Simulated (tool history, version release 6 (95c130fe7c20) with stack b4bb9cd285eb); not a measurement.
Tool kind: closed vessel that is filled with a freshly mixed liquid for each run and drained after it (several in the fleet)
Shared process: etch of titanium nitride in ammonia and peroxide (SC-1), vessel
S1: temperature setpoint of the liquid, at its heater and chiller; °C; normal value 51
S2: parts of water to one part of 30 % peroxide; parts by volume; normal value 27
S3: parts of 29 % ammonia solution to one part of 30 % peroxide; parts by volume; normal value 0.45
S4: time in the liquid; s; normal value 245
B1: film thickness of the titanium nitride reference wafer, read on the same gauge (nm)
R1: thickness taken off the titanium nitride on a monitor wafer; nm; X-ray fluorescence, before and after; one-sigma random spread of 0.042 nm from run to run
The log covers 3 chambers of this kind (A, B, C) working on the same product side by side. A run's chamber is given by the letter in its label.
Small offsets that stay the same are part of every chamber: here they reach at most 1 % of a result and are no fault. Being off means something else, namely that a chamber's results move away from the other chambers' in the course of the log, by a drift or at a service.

run	day	S1	S2	S3	S4	B1	R1
1B	0.588	51	27	0.45	245	40.024	7.3906
2C	0.979	51	27	0.45	245	39.982	7.4851
# day 1.504: chamber C: ammonia flow meter replaced
3A	1.562	51	27	0.45	245	39.986	7.5671
4A	2.146	51	27	0.45	245	39.980	7.5718
5B	2.517	51	27	0.45	245	39.952	7.4061
# day 2.917: chamber A: new drum of ammonia solution connected
6C	3.112	51	27	0.45	245	39.999	7.4346
7A	3.671	51	27	0.45	245	39.991	7.4370
8C	4.238	51	27	0.45	245	39.990	7.4072
9B	4.650	51	27	0.45	245	39.993	7.5280
10B	5.038	51	27	0.45	245	40.032	7.4870
11C	5.421	51	27	0.45	245	40.014	7.4966
# day 5.688: chamber C: new drum of ammonia solution connected
12A	5.904	51	27	0.45	245	40.003	7.6200
13A	6.225	51	27	0.45	245	40.011	7.4633
# day 6.567: chamber B: ammonia flow meter replaced
14B	6.704	51	27	0.45	245	39.994	7.5196
15C	7.083	51	27	0.45	245	40.029	7.4483
16C	7.388	51	27	0.45	245	39.975	7.4053
17A	7.688	51	27	0.45	245	40.024	7.5272
18B	8.121	51	27	0.45	245	39.978	7.4575
19C	8.412	51	27	0.45	245	40.010	7.5046
20B	8.833	51	27	0.45	245	39.995	7.4473
21A	9.221	51	27	0.45	245	40.005	7.6017
22B	9.800	51	27	0.45	160	40.008	4.8606
23C	10.417	51	27	0.45	160	40.054	4.9029
24A	10.933	51	27	0.45	160	39.982	4.9129
25C	11.421	51	27	0.45	245	40.013	7.4507
26A	12.021	51	27	0.45	245	40.011	7.4823
27B	12.517	51	27	0.60	245	39.984	7.8994
28A	12.904	51	27	0.60	245	40.011	7.9342
29C	13.383	51	27	0.60	245	40.022	7.8356
30B	13.650	51	27	0.45	245	39.981	7.4319
31C	14.192	51	27	0.45	245	40.008	7.4829
# day 14.412: chamber B: new drum of ammonia solution connected
32B	14.675	51	27	0.45	245	40.031	7.4623

One chamber off, gauge drift, or nothing amiss beyond the chambers' own small offsets? If it is a chamber, which one, and what is the likeliest cause?

No chamber is off and the gauge is stable; the differences are just each chamber's small, constant offset.

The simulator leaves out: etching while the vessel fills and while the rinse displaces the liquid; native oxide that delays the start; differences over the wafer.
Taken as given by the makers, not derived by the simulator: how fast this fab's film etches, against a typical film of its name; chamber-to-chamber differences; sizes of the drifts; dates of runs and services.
